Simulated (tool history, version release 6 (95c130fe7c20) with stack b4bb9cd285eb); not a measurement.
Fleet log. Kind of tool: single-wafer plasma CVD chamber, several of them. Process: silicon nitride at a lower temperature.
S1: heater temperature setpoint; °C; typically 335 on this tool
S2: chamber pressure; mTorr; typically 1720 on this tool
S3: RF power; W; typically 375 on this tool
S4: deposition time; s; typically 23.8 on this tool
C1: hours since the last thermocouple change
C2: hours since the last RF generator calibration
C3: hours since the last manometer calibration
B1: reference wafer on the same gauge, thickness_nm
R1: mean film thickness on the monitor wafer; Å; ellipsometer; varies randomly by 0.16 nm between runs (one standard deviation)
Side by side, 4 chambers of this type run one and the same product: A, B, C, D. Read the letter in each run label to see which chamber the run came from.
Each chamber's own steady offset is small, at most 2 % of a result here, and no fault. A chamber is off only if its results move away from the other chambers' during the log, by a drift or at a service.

run,hour,S1,S2,S3,S4,C1,C2,C3,B1,R1
1B,2.8,335,1720,375,23.8,2188.3,774.4,667.5,30.595,328.43
2A,6.4,335,1720,375,23.8,17.8,496.9,797,30.612,332.26
3C,9,335,1720,375,23.8,637.6,977.1,1102.7,30.594,329.76
4D,11.5,335,1720,375,23.8,135.4,726.9,1372.6,30.609,325.39
5D,16.4,335,1720,375,23.8,140.3,731.8,1377.5,30.59,327.33
6A,19.3,335,1720,375,23.8,30.7,509.8,809.9,30.643,330.98
7B,24.2,335,1720,375,23.8,2209.7,795.8,688.9,30.567,329.82
8C,26.9,335,1720,375,23.8,655.5,995,1120.6,30.639,327.96
9A,31.1,335,1720,375,23.8,42.5,521.6,821.7,30.607,330.67
10D,34.8,335,1720,375,23.8,158.7,750.2,1395.9,30.614,326.45
11C,38.3,335,1720,375,23.8,666.9,1006.4,1132,30.606,333.88
12B,42.7,335,1720,375,23.8,2228.2,814.3,707.4,30.613,331.9
13C,46.5,335,1720,375,23.8,675.1,1014.6,1140.2,30.608,331.9
14A,50.5,335,1720,375,23.8,61.9,541,841.1,30.597,330.89
15B,54.8,335,1720,375,23.8,2240.3,826.4,719.5,30.65,333.87
16D,57.6,335,1720,375,20.8,181.5,773,1418.7,30.56,283.72
17C,62,335,1720,375,20.8,690.6,1030.1,1155.7,30.591,289.8
18D,66,335,1720,375,20.8,189.9,781.4,1427.1,30.559,284.21
19A,68.4,335,1720,375,20.8,79.8,558.9,859,30.592,289.01
20B,71.6,335,1720,375,23.8,2257.1,843.2,736.3,30.579,332.9
21D,76,335,1720,375,23.8,199.9,791.4,1437.1,30.627,327.65
22B,80.8,335,1720,375,23.8,2266.3,852.4,745.5,30.587,331.58
23A,83.9,335,1720,375,23.8,95.3,574.4,874.5,30.577,331.93
24C,88.5,335,1720,375,23.8,717.1,1056.6,1182.2,30.587,331.58
25B,91.6,335,1720,375,23.8,2277.1,863.2,756.3,30.585,330.82
26D,96,321,1720,375,23.8,219.9,811.4,1457.1,30.637,326.56
27C,100.7,321,1720,375,23.8,729.3,1068.8,1194.4,30.554,334.89
28A,105.2,321,1720,375,23.8,116.6,595.7,895.8,30.62,335.3
29B,107.8,321,1720,375,23.8,2293.3,879.4,772.5,30.639,336.2

Is one chamber out of step, is the gauge drifting, or do the chambers differ by no more than their own small offsets? For an off chamber, give its letter and the likeliest cause.

No chamber is off and the gauge is stable; the differences are just each chamber's small, constant offset.
